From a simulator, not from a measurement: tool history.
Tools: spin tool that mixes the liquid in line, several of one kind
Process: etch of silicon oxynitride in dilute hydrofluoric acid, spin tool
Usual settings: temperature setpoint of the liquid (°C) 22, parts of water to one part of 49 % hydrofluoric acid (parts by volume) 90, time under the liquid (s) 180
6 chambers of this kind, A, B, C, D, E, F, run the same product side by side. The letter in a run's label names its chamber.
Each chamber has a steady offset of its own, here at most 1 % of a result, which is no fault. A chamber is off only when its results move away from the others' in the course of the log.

run	hour	temperature setpoint of the liquid (°C)	parts of water to one part of 49 % hydrofluoric acid (parts by volume)	time under the liquid (s)	read-back film thickness of the silicon oxynitride reference wafer, read on the same gauge (nm)	thickness taken off the silicon oxynitride on a monitor wafer (Å)
1A	8.2	22	90	180	49.99	37.856
2B	18.3	22	90	180	50.008	36.723
3F	28	22	90	180	49.948	37.582
4D	37	22	90	180	50.001	37.397
5C	48.4	22	90	180	50.015	37.053
6E	54	22	90	180	49.957	37.675
# hour 57.2: chamber E: thermometer replaced
7E	63	22	90	230	50.03	47.791
8B	70.4	22	90	230	49.988	47.713
9D	80.8	22	90	230	49.999	47.391
10F	93.7	22	90	230	50.006	47.796
11A	101.7	22	90	230	50.001	47.945
12C	110.3	22	90	230	50.045	46.992
13C	116.9	22	90	180	50.036	37.606
# hour 118.2: chamber B: thermometer replaced
14F	122.9	22	90	180	50.024	37.294
15A	133.8	22	90	180	50.015	37.074
16D	143.7	22	90	180	50.051	37.91
17B	151.9	22	90	180	49.962	36.234
18E	164.5	22	90	180	49.977	37.793
19F	176.7	22	65	255	49.946	74.97
20D	183.9	22	65	255	50.002	76.021
21B	189.7	22	65	255	50.009	73.377
22E	202.2	22	65	255	49.982	75.533
# hour 209.5: chamber A: thermometer replaced
23C	210.1	22	65	255	50.002	74.714
24A	216	22	65	255	49.977	73.574
25F	222.1	20.5	90	180	50	34.976
26B	230.9	20.5	90	180	50.001	34.879
27D	240	20.5	90	180	49.998	36.14
28A	250.7	20.5	90	180	50.048	34.87
29C	262.7	20.5	90	180	49.974	34.815
30E	272.4	20.5	90	180	49.969	34.898
31F	279.1	22	90	180	50.029	38.091
32A	285.2	22	90	180	49.976	37.075
33E	291.9	22	90	180	49.993	37.344
34B	304.3	22	90	180	49.974	37.449
35C	311.1	22	90	180	50.008	37.433
36D	322.2	22	90	180	50.031	39.89
37C	333.2	22	90	180	50.051	37.392
38A	339	22	90	180	50.03	36.873
39E	347.3	22	90	180	50.015	37.02
40D	353.8	22	90	180	50	40.049

Next, every chamber runs the same settings. What will each give?
41A	363.1	22	90	180		?
41B	363.1	22	90	180		?
41C	363.1	22	90	180		?
41D	363.1	22	90	180		?
41E	363.1	22	90	180		?
41F	363.1	22	90	180		?

run	thickness taken off the silicon oxynitride on a monitor wafer (Å)
41A	36.933
41B	36.948
41C	37.809
41D	40.657
41E	37.429
41F	37.845

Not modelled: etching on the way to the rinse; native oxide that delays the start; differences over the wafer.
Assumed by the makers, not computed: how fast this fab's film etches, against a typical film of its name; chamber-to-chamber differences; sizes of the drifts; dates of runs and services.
